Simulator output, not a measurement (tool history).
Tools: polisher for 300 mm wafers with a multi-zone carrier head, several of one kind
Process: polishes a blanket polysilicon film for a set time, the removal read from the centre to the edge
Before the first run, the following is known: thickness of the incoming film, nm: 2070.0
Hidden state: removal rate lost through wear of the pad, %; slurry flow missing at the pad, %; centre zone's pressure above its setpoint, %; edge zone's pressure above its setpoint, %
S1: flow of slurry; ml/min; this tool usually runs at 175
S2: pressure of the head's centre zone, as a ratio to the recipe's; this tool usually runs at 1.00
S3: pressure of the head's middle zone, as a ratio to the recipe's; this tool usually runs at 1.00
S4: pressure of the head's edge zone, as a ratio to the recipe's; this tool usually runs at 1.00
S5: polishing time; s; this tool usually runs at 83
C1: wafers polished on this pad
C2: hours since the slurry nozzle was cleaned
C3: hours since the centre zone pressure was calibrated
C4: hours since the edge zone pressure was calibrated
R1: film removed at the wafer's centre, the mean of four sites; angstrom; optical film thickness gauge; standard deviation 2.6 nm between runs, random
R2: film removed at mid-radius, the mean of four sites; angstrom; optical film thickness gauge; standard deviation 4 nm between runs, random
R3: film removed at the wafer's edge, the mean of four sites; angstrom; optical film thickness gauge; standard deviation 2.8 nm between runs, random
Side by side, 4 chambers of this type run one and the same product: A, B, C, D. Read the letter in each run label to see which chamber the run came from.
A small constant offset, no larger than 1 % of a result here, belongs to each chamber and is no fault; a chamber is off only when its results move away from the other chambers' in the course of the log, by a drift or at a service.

run 1B hour=12.1 | S1=175 S2=1.00 S3=1.00 S4=1.00 S5=83 | C1=259 C2=304.7 C3=111.8 C4=454.9 | R1=3829.0 R2=3750.3 R3=3767.6
run 2C hour=18.6 | S1=175 S2=1.00 S3=1.00 S4=1.00 S5=83 | C1=756 C2=37.7 C3=358.3 C4=171.3 | R1=3824.0 R2=3796.4 R3=3762.1
run 3A hour=25.5 | S1=175 S2=1.00 S3=1.00 S4=1.00 S5=83 | C1=518 C2=111.0 C3=738.4 C4=907.2 | R1=3736.4 R2=3781.5 R3=3735.5
run 4D hour=35.6 | S1=175 S2=1.00 S3=1.00 S4=1.00 S5=83 | C1=1271 C2=76.3 C3=94.9 C4=171.4 | R1=3729.0 R2=3744.3 R3=3754.9
run 5D hour=47.3 | S1=175 S2=1.00 S3=1.00 S4=1.00 S5=83 | C1=1377 C2=88.0 C3=106.6 C4=183.1 | R1=3729.6 R2=3776.5 R3=3771.4
-- hour=52.1 chamber D: worn pad replaced by a new one
run 6C hour=53.6 | S1=175 S2=1.00 S3=1.00 S4=1.00 S5=83 | C1=1073 C2=72.7 C3=393.3 C4=206.3 | R1=3780.6 R2=3753.6 R3=3737.4
run 7A hour=61.7 | S1=175 S2=1.00 S3=1.00 S4=1.00 S5=83 | C1=845 C2=147.2 C3=774.6 C4=943.4 | R1=3758.4 R2=3699.3 R3=3733.1
run 8B hour=67.1 | S1=175 S2=1.00 S3=1.00 S4=1.00 S5=83 | C1=756 C2=359.7 C3=166.8 C4=509.9 | R1=3844.0 R2=3756.6 R3=3764.1
run 9C hour=78.4 | S1=175 S2=1.05 S3=1.00 S4=1.00 S5=69 | C1=1297 C2=97.5 C3=418.1 C4=231.1 | R1=3356.9 R2=3086.2 R3=3112.7
-- hour=85.4 chamber A: worn pad replaced by a new one
run 10A hour=85.8 | S1=175 S2=1.05 S3=1.00 S4=1.00 S5=69 | C1=3 C2=171.3 C3=798.7 C4=967.5 | R1=3253.7 R2=3142.6 R3=3142.6
run 11B hour=94.4 | S1=175 S2=1.05 S3=1.00 S4=1.00 S5=69 | C1=1004 C2=387.0 C3=194.1 C4=537.2 | R1=3353.7 R2=3128.1 R3=3106.9
-- hour=95.4 chamber B: worn pad replaced by a new one
run 12D hour=106.5 | S1=175 S2=1.05 S3=1.00 S4=1.00 S5=69 | C1=492 C2=147.2 C3=165.8 C4=242.3 | R1=3275.5 R2=3171.1 R3=3096.7
run 13C hour=116.2 | S1=175 S2=1.00 S3=1.00 S4=1.00 S5=83 | C1=1640 C2=135.3 C3=455.9 C4=268.9 | R1=3796.3 R2=3738.2 R3=3739.7
run 14B hour=128.7 | S1=175 S2=1.00 S3=1.00 S4=1.00 S5=83 | C1=302 C2=421.3 C3=228.4 C4=571.5 | R1=3834.4 R2=3718.9 R3=3799.7
run 15D hour=139.9 | S1=175 S2=1.00 S3=1.00 S4=1.00 S5=83 | C1=795 C2=180.6 C3=199.2 C4=275.7 | R1=3733.7 R2=3733.1 R3=3806.2
run 16A hour=150.5 | S1=175 S2=1.00 S3=1.00 S4=1.00 S5=83 | C1=589 C2=236.0 C3=863.4 C4=1032.2 | R1=3742.4 R2=3729.7 R3=3725.4
run 17D hour=162.3 | S1=175 S2=1.00 S3=1.00 S4=1.00 S5=83 | C1=997 C2=203.0 C3=221.6 C4=298.1 | R1=3738.1 R2=3722.3 R3=3770.5
run 18C hour=171.0 | S1=175 S2=1.00 S3=1.00 S4=0.96 S5=83 | C1=2136 C2=190.1 C3=510.7 C4=323.7 | R1=3661.0 R2=3647.9 R3=3515.8
-- hour=180.1 chamber D: worn pad replaced by a new one
run 19B hour=182.1 | S1=175 S2=1.00 S3=1.00 S4=0.96 S5=83 | C1=785 C2=474.7 C3=281.8 C4=624.9 | R1=3833.8 R2=3783.9 R3=3666.6
run 20A hour=190.2 | S1=175 S2=1.00 S3=1.00 S4=0.96 S5=83 | C1=948 C2=275.7 C3=903.1 C4=1071.9 | R1=3724.0 R2=3690.8 R3=3682.1
run 21D hour=200.6 | S1=175 S2=1.00 S3=1.00 S4=0.96 S5=83 | C1=186 C2=241.3 C3=259.9 C4=336.4 | R1=3734.3 R2=3780.1 R3=3699.3
-- hour=202.4 chamber A: worn pad replaced by a new one
run 22C hour=210.1 | S1=175 S2=1.00 S3=1.00 S4=1.00 S5=83 | C1=2489 C2=229.2 C3=549.8 C4=362.8 | R1=3584.0 R2=3525.5 R3=3545.3
run 23A hour=215.6 | S1=200 S2=1.00 S3=1.00 S4=1.00 S5=83 | C1=120 C2=301.1 C3=928.5 C4=1097.3 | R1=3769.6 R2=3773.5 R3=3841.7
run 24B hour=224.5 | S1=200 S2=1.00 S3=1.00 S4=1.00 S5=83 | C1=1169 C2=517.1 C3=324.2 C4=667.3 | R1=3907.5 R2=3794.5 R3=3767.8
-- hour=231.4 chamber B: worn pad replaced by a new one
run 25C hour=232.4 | S1=200 S2=1.00 S3=1.00 S4=1.00 S5=83 | C1=2691 C2=251.5 C3=572.1 C4=385.1 | R1=3671.7 R2=3630.5 R3=3525.0
run 26B hour=240.7 | S1=200 S2=1.00 S3=1.00 S4=1.00 S5=83 | C1=84 C2=533.3 C3=340.4 C4=683.5 | R1=3879.0 R2=3782.0 R3=3841.3
run 27A hour=252.2 | S1=175 S2=1.00 S3=0.92 S4=1.00 S5=101 | C1=451 C2=337.7 C3=965.1 C4=1133.9 | R1=4557.6 R2=4249.5 R3=4604.9
run 28D hour=262.3 | S1=175 S2=1.00 S3=0.92 S4=1.00 S5=101 | C1=744 C2=303.0 C3=321.6 C4=398.1 | R1=4562.4 R2=4253.1 R3=4588.0

Next, every chamber runs the same settings. What will each give?
run 29A hour=271.2 | S1=175 S2=1.00 S3=1.09 S4=1.00 S5=83 | R1=? R2=? R3=?
run 29B hour=271.2 | S1=175 S2=1.00 S3=1.09 S4=1.00 S5=83 | R1=? R2=? R3=?
run 29C hour=271.2 | S1=175 S2=1.00 S3=1.09 S4=1.00 S5=83 | R1=? R2=? R3=?
run 29D hour=271.2 | S1=175 S2=1.00 S3=1.09 S4=1.00 S5=83 | R1=? R2=? R3=?

run=29A R1=3727.1 R2=4030.7 R3=3717.2
run=29B R1=3832.0 R2=3988.8 R3=3750.4
run=29C R1=3437.2 R2=3660.1 R3=3432.4
run=29D R1=3709.8 R2=4060.4 R3=3758.1
